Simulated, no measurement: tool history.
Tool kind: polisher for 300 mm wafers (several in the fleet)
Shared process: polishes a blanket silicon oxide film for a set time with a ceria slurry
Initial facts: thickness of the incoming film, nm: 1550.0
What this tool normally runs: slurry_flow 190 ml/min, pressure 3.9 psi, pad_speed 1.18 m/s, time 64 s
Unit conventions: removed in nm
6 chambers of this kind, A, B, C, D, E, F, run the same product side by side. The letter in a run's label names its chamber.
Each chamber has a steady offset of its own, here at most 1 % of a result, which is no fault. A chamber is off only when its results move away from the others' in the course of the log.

Run 1D, day 0.200: usual settings. Result: removed 461.79 nm.
At day 0.229: chamber A: worn pad replaced by a new one.
Run 2C, day 0.300: usual settings. Result: removed 459.30 nm.
Run 3A, day 0.500: usual settings. Result: removed 457.89 nm.
Run 4E, day 0.667: usual settings. Result: removed 469.99 nm.
Run 5F, day 0.858: usual settings. Result: removed 464.42 nm.
Run 6B, day 0.979: usual settings. Result: removed 461.02 nm.
Run 7E, day 1.092: usual settings. Result: removed 464.49 nm.
Run 8C, day 1.225: usual settings. Result: removed 465.49 nm.
Run 9F, day 1.350: usual settings. Result: removed 465.57 nm.
Run 10A, day 1.454: usual settings. Result: removed 463.30 nm.
At day 1.492: chamber D: worn pad replaced by a new one.
Run 11B, day 1.608: usual settings but pressure 4.9 psi. Result: removed 575.31 nm.
Run 12D, day 1.725: usual settings but pressure 4.9 psi. Result: removed 579.94 nm.
Run 13C, day 1.850: usual settings but pressure 4.9 psi. Result: removed 578.63 nm.
At day 1.871: chamber D: head pressure recalibrated.
Run 14A, day 2.008: usual settings but pressure 4.9 psi. Result: removed 577.54 nm.
Run 15B, day 2.221: usual settings but pressure 4.9 psi. Result: removed 584.01 nm.
Run 16D, day 2.358: usual settings but pressure 4.9 psi. Result: removed 574.19 nm.
Run 17E, day 2.483: usual settings. Result: removed 465.62 nm.
At day 2.621: chamber C: head pressure recalibrated.
Run 18F, day 2.667: usual settings. Result: removed 460.60 nm.
Run 19B, day 2.867: usual settings. Result: removed 451.33 nm.
At day 2.967: chamber A: worn pad replaced by a new one.
Run 20C, day 3.012: usual settings but time 71 s. Result: removed 519.08 nm.
Run 21A, day 3.125: usual settings but time 71 s. Result: removed 505.98 nm.
At day 3.171: chamber E: worn pad replaced by a new one.
Run 22E, day 3.350: usual settings but time 71 s. Result: removed 513.43 nm.
Run 23F, day 3.562: usual settings but time 71 s. Result: removed 510.86 nm.
At day 3.662: chamber C: worn pad replaced by a new one.
Run 24D, day 3.754: usual settings but time 71 s. Result: removed 513.64 nm.
Run 25F, day 3.900: usual settings but time 71 s. Result: removed 509.78 nm.
Run 26C, day 4.067: usual settings but pad_speed 1.30 m/s, time 82 s. Result: removed 654.00 nm.
Run 27D, day 4.212: usual settings but pad_speed 1.30 m/s, time 82 s. Result: removed 642.53 nm.
Run 28A, day 4.375: usual settings but pad_speed 1.30 m/s, time 82 s. Result: removed 656.44 nm.
Run 29B, day 4.475: usual settings but pad_speed 1.30 m/s, time 82 s. Result: removed 624.80 nm.
Run 30E, day 4.654: usual settings but pad_speed 1.30 m/s, time 82 s. Result: removed 657.82 nm.
Run 31A, day 4.767: usual settings but pad_speed 1.30 m/s, time 82 s. Result: removed 653.73 nm.
Run 32E, day 4.954: usual settings. Result: removed 463.57 nm.
Run 33D, day 5.117: usual settings. Result: removed 464.71 nm.
Run 34C, day 5.238: usual settings. Result: removed 456.94 nm.
Run 35B, day 5.346: usual settings. Result: removed 437.51 nm.
Run 36F, day 5.558: usual settings. Result: removed 462.04 nm.
Run 37E, day 5.746: usual settings but time 52 s. Result: removed 378.71 nm.
At day 5.788: chamber F: worn pad replaced by a new one.
Run 38A, day 5.971: usual settings but time 52 s. Result: removed 373.34 nm.
Run 39C, day 6.092: usual settings but time 52 s. Result: removed 375.46 nm.
Run 40F, day 6.262: usual settings but time 52 s. Result: removed 376.46 nm.
Run 41B, day 6.375: usual settings but time 52 s. Result: removed 349.87 nm.
Run 42D, day 6.538: usual settings but time 52 s. Result: removed 376.93 nm.
Run 43E, day 6.650: usual settings. Result: removed 467.21 nm.
Run 44B, day 6.850: usual settings. Result: removed 428.07 nm.

Is one chamber out of step, is the gauge drifting, or do the chambers differ by no more than their own small offsets? For an off chamber, give its letter and the likeliest cause.

One chamber, B, drifts off from the rest bit by bit.
Cause: removal rate lost through wear of the pad, % = 7.07.
Not necessarily distinguishable in this log from: slurry flow missing at the pad, %; head's pressure below its setpoint, %.

Which of the 4 candidates below, each the usual settings with something changed and its results left as question marks, puts chamber B back in line with what the other chambers give on the usual settings?
In line means no further than this from the other chambers' mean on the usual settings: removed 12.00 nm
Run 45B-1, day 7.012: usual settings but time 73 s. Result: removed ?.
Run 45B-2, day 7.012: usual settings but slurry_flow 185 ml/min, pressure 3.4 psi. Result: removed ?.
Run 45B-3, day 7.012: usual settings but pressure 4.0 psi, pad_speed 1.20 m/s, time 66 s. Result: removed ?.
Run 45B-4, day 7.012: usual settings but pressure 3.8 psi, pad_speed 1.16 m/s, time 62 s. Result: removed ?.

Average result of the remaining chambers running the usual settings: removed 462.68 nm
  run  removed
45B-1   488.44
45B-2   371.79
45B-3   460.65
45B-4   397.31
With 45B-3, the chamber falls back in line with the rest.
